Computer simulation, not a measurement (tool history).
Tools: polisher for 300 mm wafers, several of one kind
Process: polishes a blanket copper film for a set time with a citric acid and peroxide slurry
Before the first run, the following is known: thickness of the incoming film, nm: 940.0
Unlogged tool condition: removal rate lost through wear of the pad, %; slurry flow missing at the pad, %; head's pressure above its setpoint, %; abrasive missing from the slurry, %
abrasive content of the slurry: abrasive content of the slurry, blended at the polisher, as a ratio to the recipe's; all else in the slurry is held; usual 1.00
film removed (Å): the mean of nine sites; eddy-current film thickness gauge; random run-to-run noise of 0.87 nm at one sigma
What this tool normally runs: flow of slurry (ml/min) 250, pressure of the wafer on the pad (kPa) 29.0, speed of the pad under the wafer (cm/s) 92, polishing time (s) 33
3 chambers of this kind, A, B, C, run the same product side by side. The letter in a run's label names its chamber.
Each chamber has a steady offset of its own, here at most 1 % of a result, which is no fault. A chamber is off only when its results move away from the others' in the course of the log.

run   hour  flow of slurry (ml/min)  pressure of the wafer on the pad (kPa)  speed of the pad under the wafer (cm/s)  abrasive content of the slurry  polishing time (s)  wafers polished on this pad  hours since the slurry nozzle was cleaned  hours since the head pressure was calibrated  hours since the slurry blender was calibrated  film removed (Å)
       3.2  -- chamber B: worn pad replaced by a new one
      12.7  -- chamber C: slurry blender recalibrated
      14.1  -- chamber A: worn pad replaced by a new one
 1A   15.3                      250                                    29.0                                       92                            1.00                  33                           10                                      236.4                                         980.7                                          376.7            891.46
      20.2  -- chamber B: head pressure recalibrated
 2C   29.4                      250                                    29.0                                       92                            1.00                  33                          590                                      213.6                                         272.3                                           16.8            889.84
 3B   41.5                      250                                    29.0                                       92                            1.00                  33                          321                                      335.0                                          21.4                                          435.2            884.56
 4C   54.6                      250                                    29.0                                       92                            1.00                  33                          801                                      238.8                                         297.5                                           42.0            890.58
      65.4  -- chamber B: slurry blender recalibrated
      65.5  -- chamber A: slurry blender recalibrated
 5B   67.5                      250                                    29.0                                       92                            1.00                  33                          539                                      361.0                                          47.4                                            2.2            895.44
 6A   77.3                      250                                    29.0                                       92                            1.00                  33                          530                                      298.4                                        1042.7                                           11.8            897.01
 7A   84.3                      250                                    29.0                                       92                            1.00                  33                          589                                      305.4                                        1049.7                                           18.8            882.46
 8B   95.3                      250                                    29.0                                       92                            1.00                  33                          772                                      388.8                                          75.2                                           30.0            915.83
     108.1  -- chamber A: worn pad replaced by a new one
 9C  110.0                      250                                    29.0                                       92                            1.00                  33                         1266                                      294.2                                         352.9                                           97.4            895.27
     110.2  -- chamber A: head pressure recalibrated
10C  124.1                      250                                    29.0                                       92                            1.00                  29                         1384                                      308.3                                         367.0                                          111.5            788.45
11B  131.6                      250                                    29.0                                       92                            1.00                  29                         1077                                      425.1                                         111.5                                           66.3            793.72
     132.7  -- chamber B: worn pad replaced by a new one
12A  139.8                      250                                    29.0                                       92                            1.00                  29                          266                                      360.9                                          29.7                                           74.3            782.95
     140.2  -- chamber C: worn pad replaced by a new one
13B  146.8                      250                                    29.0                                       92                            1.00                  33                          118                                      440.3                                         126.7                                           81.5            902.62
14C  154.9                      250                                    29.0                                       92                            1.00                  33                          123                                      339.1                                         397.8                                          142.3            888.84
15A  166.5                      250                                    29.0                                       92                            1.00                  33                          490                                      387.6                                          56.4                                          101.0            884.04
     174.4  -- chamber B: slurry nozzle cleaned
16C  176.4                      250                                    29.0                                       92                            1.00                  33                          304                                      360.6                                         419.3                                          163.8            883.83
17A  183.2                      250                                    29.0                                       92                            1.00                  33                          630                                      404.3                                          73.1                                          117.7            888.74
     193.3  -- chamber A: worn pad replaced by a new one
18B  196.2                      250                                    29.0                                       92                            1.00                  33                          533                                       21.8                                         176.1                                          130.9            883.90
19A  207.0                      250                                    29.0                                       92                            1.00                  33                          115                                      428.1                                          96.9                                          141.5            900.20
     209.0  -- chamber C: slurry blender recalibrated
20B  216.6                      250                                    29.0                                       92                            1.00                  33                          704                                       42.2                                         196.5                                          151.3            890.94
21C  223.9                      250                                    29.0                                       92                            1.00                  29                          702                                      408.1                                         466.8                                           15.0            785.36
22B  232.4                      250                                    29.0                                       92                            1.00                  29                          836                                       58.0                                         212.3                                          167.1            782.58
23C  239.6                      250                                    29.0                                       92                            1.00                  29                          834                                      423.8                                         482.5                                           30.7            798.30
24A  254.8                      250                                    29.0                                       92                            1.00                  33                          516                                      475.9                                         144.7                                          189.3            893.89
25B  262.5                      250                                    29.0                                       92                            1.00                  33                         1089                                       88.1                                         242.4                                          197.2            902.48
26A  272.7                      250                                    29.0                                       92                            1.00                  33                          666                                      493.8                                         162.6                                          207.2            886.68
     272.8  -- chamber B: worn pad replaced by a new one
     276.3  -- chamber A: worn pad replaced by a new one
27C  280.4                      250                                    29.0                                       80                            0.75                  33                         1176                                      464.6                                         523.3                                           71.5            726.67
28B  290.5                      250                                    29.0                                       80                            0.75                  33                          148                                      116.1                                         270.4                                          225.2            737.26
29A  304.9                      250                                    29.0                                       80                            0.75                  33                          240                                      526.0                                         194.8                                          239.4            729.60
30C  316.6                      250                                    29.0                                       92                            1.00                  33                         1480                                      500.8                                         559.5                                          107.7            885.57
31B  329.1                      250                                    29.0                                       92                            1.00                  33                          472                                      154.7                                         309.0                                          263.8            900.63
     332.2  -- chamber C: worn pad replaced by a new one
32C  340.6                      250                                    29.0                                       92                            1.00                  33                           70                                      524.8                                         583.5                                          131.7            879.88
33A  355.4                      250                                    29.0                                      106                            1.00                  27                          663                                      576.5                                         245.3                                          289.9            825.28
     364.5  -- chamber A: worn pad replaced by a new one
34B  369.1                      250                                    29.0                                      106                            1.00                  27                          808                                      194.7                                         349.0                                          303.8            839.87
35A  377.3                      250                                    29.0                                      106                            1.00                  27                          108                                      598.4                                         267.2                                          311.8            848.35
36C  386.7                      250                                    29.0                                       92                            1.00                  33                          457                                      570.9                                         629.6                                          177.8            890.88
     393.5  -- chamber B: worn pad replaced by a new one
37A  401.4                      250                                    29.0                                       92                            1.00                  33                          310                                      622.5                                         291.3                                          335.9            880.51
     407.0  -- chamber C: slurry nozzle cleaned
38C  409.7                      250                                    29.0                                       92                            1.00                  33                          650                                        2.8                                         652.6                                          200.8            887.49
     413.4  -- chamber C: slurry blender recalibrated
39B  419.5                      250                                    29.0                                       92                            1.00                  33                          218                                      245.1                                         399.4                                          354.2            887.01
40B  431.9                      250                                    29.0                                       92                            1.00                  33                          322                                      257.5                                         411.8                                          366.6            900.32
41C  440.7                      250                                    29.0                                       92                            1.00                  33                          910                                       33.8                                         683.6                                           27.3            896.33
42A  453.2                      250                                    29.0                                       92                            1.00                  33                          744                                      674.3                                         343.1                                          387.7            892.80

All 3 chambers run these settings next. Forecast each chamber's results:
43A  464.4                      250                                    33.1                                       92                            1.00                  33                                                                                                                                                                                      ?
43B  464.4                      250                                    33.1                                       92                            1.00                  33                                                                                                                                                                                      ?
43C  464.4                      250                                    33.1                                       92                            1.00                  33                                                                                                                                                                                      ?

run  film removed (Å)
43A           1018.90
43B           1016.80
43C           1030.80
